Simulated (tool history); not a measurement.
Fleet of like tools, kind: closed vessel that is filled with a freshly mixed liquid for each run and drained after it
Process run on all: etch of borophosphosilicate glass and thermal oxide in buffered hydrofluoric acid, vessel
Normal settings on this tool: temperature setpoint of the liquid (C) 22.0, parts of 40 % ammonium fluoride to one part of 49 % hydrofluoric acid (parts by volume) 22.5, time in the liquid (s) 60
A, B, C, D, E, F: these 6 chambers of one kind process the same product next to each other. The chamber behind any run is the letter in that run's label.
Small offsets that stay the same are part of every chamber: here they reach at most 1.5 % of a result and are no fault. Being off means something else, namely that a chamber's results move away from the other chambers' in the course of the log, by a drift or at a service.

run	hour	temperature setpoint of the liquid (C)	parts of 40 % ammonium fluoride to one part of 49 % hydrofluoric acid (parts by volume)	time in the liquid (s)	hours since the thermometer was replaced	hours since the hydrofluoric acid flow meter was replaced	read-back film thickness of the borophosphosilicate glass reference wafer, read on the same gauge (nm)	read-back film thickness of the thermal oxide reference wafer, read on the same gauge (nm)	thickness taken off the borophosphosilicate glass on a monitor wafer (Å)	thickness taken off the thermal oxide on a monitor wafer (Å)
1F	8.6	22.0	22.5	60	203.1	544.7	149.97	50.001	330.18	292.34
2C	16.7	22.0	22.5	60	902.8	376.8	150.02	50.015	336.45	292.36
3A	25.3	22.0	22.5	60	64.5	245.2	149.99	50.005	331.69	294.00
4B	37.8	22.0	22.5	60	1161.0	974.4	150.01	50.003	331.54	295.21
# hour 46.2: chamber E: thermometer replaced
5E	50.1	22.0	22.5	60	3.9	2065.8	150.00	49.998	324.45	291.73
6D	57.9	22.0	22.5	35	865.8	351.2	150.03	50.004	193.47	168.59
7A	63.9	22.0	22.5	35	103.1	283.8	150.00	50.016	188.93	172.57
8E	72.3	22.0	22.5	35	26.1	2088.0	149.98	50.004	188.81	172.41
9B	79.9	22.0	22.5	35	1203.1	1016.5	149.98	49.993	190.71	172.74
10C	90.8	22.0	22.5	35	976.9	450.9	149.98	50.018	190.32	170.83
11D	103.9	22.0	22.5	35	911.8	397.2	150.02	50.013	191.46	167.38
# hour 112.1: chamber F: hydrofluoric acid flow meter replaced
12F	113.2	22.0	22.5	60	307.7	1.1	150.00	50.003	327.23	291.75
13B	121.7	22.0	22.5	60	1244.9	1058.3	150.00	50.007	322.80	295.35
14C	128.6	22.0	22.5	60	1014.7	488.7	149.99	49.995	326.43	293.30
15F	138.0	22.0	22.5	60	332.5	25.9	150.01	49.996	338.76	290.10
16E	151.6	22.0	22.5	60	105.4	2167.3	150.01	49.981	321.07	295.02
17D	160.4	22.0	22.5	60	968.3	453.7	149.96	50.006	315.11	286.99
18A	168.8	22.0	22.5	60	208.0	388.7	150.01	50.013	321.81	294.92
# hour 169.7: chamber E: hydrofluoric acid flow meter replaced
19E	179.8	18.5	22.5	60	133.6	10.1	150.00	50.008	266.37	242.41
20A	192.8	18.5	22.5	60	232.0	412.7	149.97	49.988	272.03	243.14
21C	204.3	18.5	22.5	60	1090.4	564.4	149.99	50.028	275.38	239.58
22D	211.7	18.5	22.5	60	1019.6	505.0	150.03	49.997	259.60	233.18
23F	217.7	18.5	22.5	60	412.2	105.6	150.00	50.028	271.16	239.77
24B	224.1	18.5	22.5	60	1347.3	1160.7	150.04	50.017	267.68	241.00
25E	234.7	22.0	22.5	60	188.5	65.0	150.01	50.010	319.23	296.07
26D	241.2	22.0	22.5	60	1049.1	534.5	150.00	49.983	313.49	280.31
27B	251.9	26.0	22.5	60	1375.1	1188.5	150.00	49.991	405.57	365.69
28C	260.0	26.0	22.5	60	1146.1	620.1	150.01	49.977	408.27	367.66
29A	268.5	26.0	22.5	60	307.7	488.4	150.03	50.006	402.51	366.91
30F	278.1	26.0	22.5	60	472.6	166.0	150.03	50.010	412.66	363.56
31A	287.7	26.0	22.5	60	326.9	507.6	150.04	50.006	395.04	368.89
32B	293.6	26.0	22.5	60	1416.8	1230.2	150.00	50.014	410.05	369.85
33E	306.8	19.5	22.5	30	260.6	137.1	149.99	49.992	144.74	128.33
# hour 311.9: chamber D: thermometer replaced
34F	318.6	19.5	22.5	30	513.1	206.5	150.01	49.988	145.46	127.60
35C	326.6	19.5	22.5	30	1212.7	686.7	150.02	50.017	144.94	125.96
36D	334.3	19.5	22.5	30	22.4	627.6	149.99	49.997	132.57	120.79
37D	344.1	19.5	22.5	30	32.2	637.4	150.04	50.007	133.15	118.47

Read the log: is a single chamber off, either drifting away or since a service, is the gauge that measures every chamber drifting, or is nothing wrong beyond small per-chamber offsets? Name any odd chamber and what most likely caused it.

One chamber, D, drifts off from the rest bit by bit.
What lies behind it: hydrofluoric acid flow below the setpoint (%) = 8.24.

Which of the 4 candidates below, each the usual settings with something changed and its results left as question marks, puts chamber D back in line with what the other chambers give on the usual settings?
Allowed miss from the other chambers' usual-settings mean, per result, to count as in line: thickness taken off the borophosphosilicate glass on a monitor wafer (Å) 11.00; thickness taken off the thermal oxide on a monitor wafer (Å) 4.70
38D-1	353.9	22.5	22.5	60					?	?
38D-2	353.9	21.5	22.5	60					?	?
38D-3	353.9	20.5	22.0	60					?	?
38D-4	353.9	23.5	23.0	60					?	?

The mean the other chambers reach with the usual settings: thickness taken off the borophosphosilicate glass on a monitor wafer (Å) 328.18; thickness taken off the thermal oxide on a monitor wafer (Å) 294.35
run	thickness taken off the borophosphosilicate glass on a monitor wafer (Å)	thickness taken off the thermal oxide on a monitor wafer (Å)
38D-1	316.03	282.81
38D-2	298.79	267.23
38D-3	287.02	256.54
38D-4	328.90	294.50
38D-4 puts the chamber back in line with the other chambers.

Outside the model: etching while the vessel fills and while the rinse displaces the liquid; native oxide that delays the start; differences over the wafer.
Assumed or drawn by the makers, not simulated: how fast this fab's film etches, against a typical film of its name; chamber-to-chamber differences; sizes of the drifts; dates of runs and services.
